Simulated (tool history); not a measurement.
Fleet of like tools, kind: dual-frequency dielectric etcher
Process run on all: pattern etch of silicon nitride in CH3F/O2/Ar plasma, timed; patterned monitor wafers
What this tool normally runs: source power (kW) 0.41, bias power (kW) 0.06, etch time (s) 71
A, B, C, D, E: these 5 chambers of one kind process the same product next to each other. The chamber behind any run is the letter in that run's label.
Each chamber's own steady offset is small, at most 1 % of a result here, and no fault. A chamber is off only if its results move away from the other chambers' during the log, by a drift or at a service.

| run | hour | source power (kW) | bias power (kW) | etch time (s) | hours since the last wet clean | hours since the last source power generator calibration | hours since the last bias power generator calibration | read-back reference wafer on the same gauge, depth_nm | mean etch depth across the wafer (nm) |
|---|---|---|---|---|---|---|---|---|---|
| 1D | 3.6 | 0.41 | 0.06 | 71 | 61.3 | 671.6 | 1441.2 | 45.905 | 47.58 |
| 2B | 6.4 | 0.41 | 0.06 | 71 | 490.1 | 1716.1 | 321.1 | 45.908 | 47.518 |
| 3A | 10 | 0.41 | 0.06 | 71 | 135 | 3725.5 | 3248.7 | 45.929 | 47.16 |
| 4E | 12.1 | 0.41 | 0.06 | 71 | 107.1 | 740.1 | 1276.2 | 45.933 | 46.957 |
| 5C | 14.4 | 0.41 | 0.06 | 71 | 236.6 | 4791.3 | 153.9 | 45.936 | 47.266 |
| 6C | 18.7 | 0.41 | 0.06 | 71 | 240.9 | 4795.6 | 158.2 | 45.939 | 47.507 |
| 7B | 22.2 | 0.37 | 0.06 | 82.5 | 505.9 | 1731.9 | 336.9 | 45.958 | 53.127 |
| 8E | 25.5 | 0.37 | 0.06 | 82.5 | 120.5 | 753.5 | 1289.6 | 45.952 | 52.607 |
| 9D | 28.9 | 0.37 | 0.06 | 82.5 | 86.6 | 696.9 | 1466.5 | 45.966 | 53.206 |
| 10A | 31.1 | 0.37 | 0.06 | 82.5 | 156.1 | 3746.6 | 3269.8 | 45.963 | 52.999 |
| 11B | 33.4 | 0.37 | 0.06 | 82.5 | 517.1 | 1743.1 | 348.1 | 45.963 | 53.061 |
| 12C | 36.6 | 0.41 | 0.06 | 71 | 258.8 | 4813.5 | 176.1 | 45.992 | 47.473 |
| 13A | 39.6 | 0.41 | 0.06 | 71 | 164.6 | 3755.1 | 3278.3 | 46 | 47.353 |
| 14D | 42.7 | 0.41 | 0.06 | 91 | 100.4 | 710.7 | 1480.3 | 45.995 | 60.968 |
| 15E | 45.5 | 0.41 | 0.06 | 91 | 140.5 | 773.5 | 1309.6 | 46.003 | 60.236 |
| 16B | 48.6 | 0.41 | 0.06 | 91 | 532.3 | 1758.3 | 363.3 | 46.002 | 60.768 |
| 17A | 50.7 | 0.41 | 0.06 | 91 | 175.7 | 3766.2 | 3289.4 | 46.014 | 60.704 |
| 18E | 52.7 | 0.41 | 0.06 | 91 | 147.7 | 780.7 | 1316.8 | 46.017 | 60.395 |
| 19D | 56.9 | 0.41 | 0.071 | 71 | 114.6 | 724.9 | 1494.5 | 46.033 | 50.219 |
| 20C | 60.5 | 0.41 | 0.071 | 71 | 282.7 | 4837.4 | 200 | 46.027 | 50.385 |
| 21C | 62.7 | 0.41 | 0.071 | 71 | 284.9 | 4839.6 | 202.2 | 46.043 | 50.289 |
| 22D | 66.7 | 0.41 | 0.071 | 71 | 124.4 | 734.7 | 1504.3 | 46.053 | 50.466 |
| 23E | 70.3 | 0.41 | 0.071 | 71 | 165.3 | 798.3 | 1334.4 | 46.07 | 49.988 |
|  | 73 | chamber B: wet clean of the chamber |
| 24A | 73.8 | 0.41 | 0.06 | 71 | 198.8 | 3789.3 | 3312.5 | 46.081 | 47.471 |
| 25B | 77.8 | 0.41 | 0.06 | 81.5 | 4.9 | 1787.5 | 392.5 | 46.073 | 54.516 |
| 26D | 81 | 0.41 | 0.06 | 81.5 | 138.7 | 749 | 1518.6 | 46.072 | 54.938 |
| 27B | 83.9 | 0.41 | 0.06 | 81.5 | 11 | 1793.6 | 398.6 | 46.094 | 54.599 |
| 28C | 87.2 | 0.41 | 0.06 | 81.5 | 309.4 | 4864.1 | 226.7 | 46.102 | 54.616 |
| 29A | 90.9 | 0.41 | 0.06 | 81.5 | 215.9 | 3806.4 | 3329.6 | 46.094 | 54.47 |
| 30E | 92.8 | 0.41 | 0.06 | 71 | 187.8 | 820.8 | 1356.9 | 46.108 | 47.339 |
| 31C | 95.2 | 0.41 | 0.06 | 71 | 317.4 | 4872.1 | 234.7 | 46.125 | 47.672 |
| 32A | 97.7 | 0.41 | 0.06 | 71 | 222.7 | 3813.2 | 3336.4 | 46.138 | 47.417 |
| 33B | 101.9 | 0.41 | 0.06 | 71 | 29 | 1811.6 | 416.6 | 46.126 | 47.681 |
| 34E | 104.8 | 0.41 | 0.06 | 71 | 199.8 | 832.8 | 1368.9 | 46.135 | 47.23 |
| 35D | 108.2 | 0.5 | 0.053 | 71 | 165.9 | 776.2 | 1545.8 | 46.169 | 49.417 |
| 36D | 110.9 | 0.5 | 0.053 | 71 | 168.6 | 778.9 | 1548.5 | 46.154 | 49.605 |
| 37E | 113.1 | 0.5 | 0.053 | 71 | 208.1 | 841.1 | 1377.2 | 46.159 | 49.107 |
| 38B | 115.9 | 0.5 | 0.053 | 71 | 43 | 1825.6 | 430.6 | 46.184 | 49.259 |

Predict what each chamber gives when all 5 of them run the settings below next.
| 39A | 119.1 | 0.41 | 0.067 | 71 |  |  |  |  | ? |
| 39B | 119.1 | 0.41 | 0.067 | 71 |  |  |  |  | ? |
| 39C | 119.1 | 0.41 | 0.067 | 71 |  |  |  |  | ? |
| 39D | 119.1 | 0.41 | 0.067 | 71 |  |  |  |  | ? |
| 39E | 119.1 | 0.41 | 0.067 | 71 |  |  |  |  | ? |

| run | mean etch depth across the wafer (nm) |
|---|---|
| 39A | 49.412 |
| 39B | 49.49 |
| 39C | 49.534 |
| 39D | 49.563 |
| 39E | 49.126 |
